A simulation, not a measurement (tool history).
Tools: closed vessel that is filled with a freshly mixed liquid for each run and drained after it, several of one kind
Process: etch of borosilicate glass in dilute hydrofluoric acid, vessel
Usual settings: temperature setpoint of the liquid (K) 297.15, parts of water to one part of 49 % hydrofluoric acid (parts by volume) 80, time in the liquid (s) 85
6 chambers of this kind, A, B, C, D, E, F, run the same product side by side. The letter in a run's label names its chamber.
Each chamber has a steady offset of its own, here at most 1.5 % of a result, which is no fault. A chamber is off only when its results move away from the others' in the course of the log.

| run | hour | temperature setpoint of the liquid (K) | parts of water to one part of 49 % hydrofluoric acid (parts by volume) | time in the liquid (s) | read-back film thickness of the borosilicate glass reference wafer, read on the same gauge (nm) | thickness taken off the borosilicate glass on a monitor wafer (Å) |
|---|---|---|---|---|---|---|
| 1F | 10.8 | 297.15 | 80 | 85 | 39.992 | 606.87 |
| 2B | 18.0 | 297.15 | 80 | 85 | 39.983 | 616.53 |
| 3C | 25.8 | 297.15 | 80 | 85 | 40.003 | 603.62 |
| 4E | 37.6 | 297.15 | 80 | 85 | 39.994 | 602.16 |
| 5A | 43.4 | 297.15 | 80 | 85 | 40.017 | 613.48 |
| 6D | 55.6 | 297.15 | 80 | 85 | 39.994 | 603.86 |
| 7C | 61.6 | 299.65 | 80 | 60 | 39.991 | 478.17 |
| 8A | 72.4 | 299.65 | 80 | 60 | 40.006 | 479.48 |
| 9D | 82.5 | 299.65 | 80 | 60 | 39.977 | 471.29 |
| 10B | 93.6 | 299.65 | 80 | 60 | 40.007 | 475.45 |
| 11F | 103.5 | 299.65 | 80 | 60 | 39.991 | 475.81 |
| 12E | 115.4 | 299.65 | 80 | 60 | 40.000 | 467.28 |
| 13E | 128.3 | 297.15 | 80 | 85 | 40.014 | 601.74 |
| 14A | 133.9 | 297.15 | 80 | 85 | 40.011 | 617.67 |
| 15F | 142.5 | 297.15 | 80 | 85 | 40.021 | 609.84 |
| 16D | 149.3 | 297.15 | 80 | 85 | 40.037 | 613.43 |
| 17B | 155.0 | 297.15 | 80 | 85 | 39.989 | 603.45 |
| 18C | 164.5 | 297.15 | 80 | 85 | 39.970 | 609.94 |
| 19F | 175.8 | 297.15 | 80 | 85 | 39.991 | 615.84 |
| 20B | 182.9 | 297.15 | 80 | 85 | 39.969 | 593.53 |
| 21E | 192.0 | 297.15 | 80 | 85 | 40.011 | 598.38 |
| 22A | 203.4 | 292.65 | 80 | 110 | 39.998 | 658.75 |
|  | 209.7 | chamber E: thermometer replaced |
| 23C | 212.7 | 292.65 | 80 | 110 | 40.016 | 659.72 |
| 24D | 224.9 | 292.65 | 80 | 110 | 40.021 | 658.44 |
| 25D | 237.3 | 292.65 | 80 | 110 | 40.011 | 652.27 |
| 26E | 247.8 | 292.65 | 80 | 110 | 40.002 | 651.61 |
| 27F | 257.5 | 292.65 | 80 | 110 | 39.999 | 660.41 |
| 28B | 266.1 | 297.15 | 80 | 85 | 40.019 | 589.69 |
| 29C | 278.4 | 297.15 | 80 | 85 | 40.003 | 604.06 |
| 30A | 288.0 | 297.15 | 80 | 85 | 40.008 | 612.19 |
| 31F | 300.5 | 297.15 | 80 | 85 | 39.997 | 605.61 |
| 32D | 307.2 | 297.15 | 80 | 85 | 39.988 | 602.36 |
| 33A | 316.9 | 297.15 | 80 | 85 | 39.981 | 609.20 |
| 34E | 325.0 | 297.15 | 80 | 85 | 39.996 | 602.97 |
| 35B | 335.2 | 297.15 | 80 | 85 | 40.024 | 568.55 |
| 36C | 342.4 | 297.15 | 80 | 85 | 40.006 | 608.63 |
| 37F | 348.3 | 297.15 | 110 | 85 | 39.986 | 428.57 |
| 38C | 360.4 | 297.15 | 110 | 85 | 40.024 | 427.89 |
| 39B | 371.6 | 297.15 | 110 | 85 | 39.982 | 397.31 |
| 40A | 380.7 | 297.15 | 110 | 85 | 40.024 | 427.19 |
| 41E | 391.5 | 297.15 | 110 | 85 | 40.005 | 421.13 |

All 6 chambers run these settings next. Forecast each chamber's results:
| 42A | 400.7 | 297.15 | 80 | 85 |  | ? |
| 42B | 400.7 | 297.15 | 80 | 85 |  | ? |
| 42C | 400.7 | 297.15 | 80 | 85 |  | ? |
| 42D | 400.7 | 297.15 | 80 | 85 |  | ? |
| 42E | 400.7 | 297.15 | 80 | 85 |  | ? |
| 42F | 400.7 | 297.15 | 80 | 85 |  | ? |

| run | thickness taken off the borosilicate glass on a monitor wafer (Å) |
|---|---|
| 42A | 614.68 |
| 42B | 563.28 |
| 42C | 609.58 |
| 42D | 613.61 |
| 42E | 604.92 |
| 42F | 607.95 |
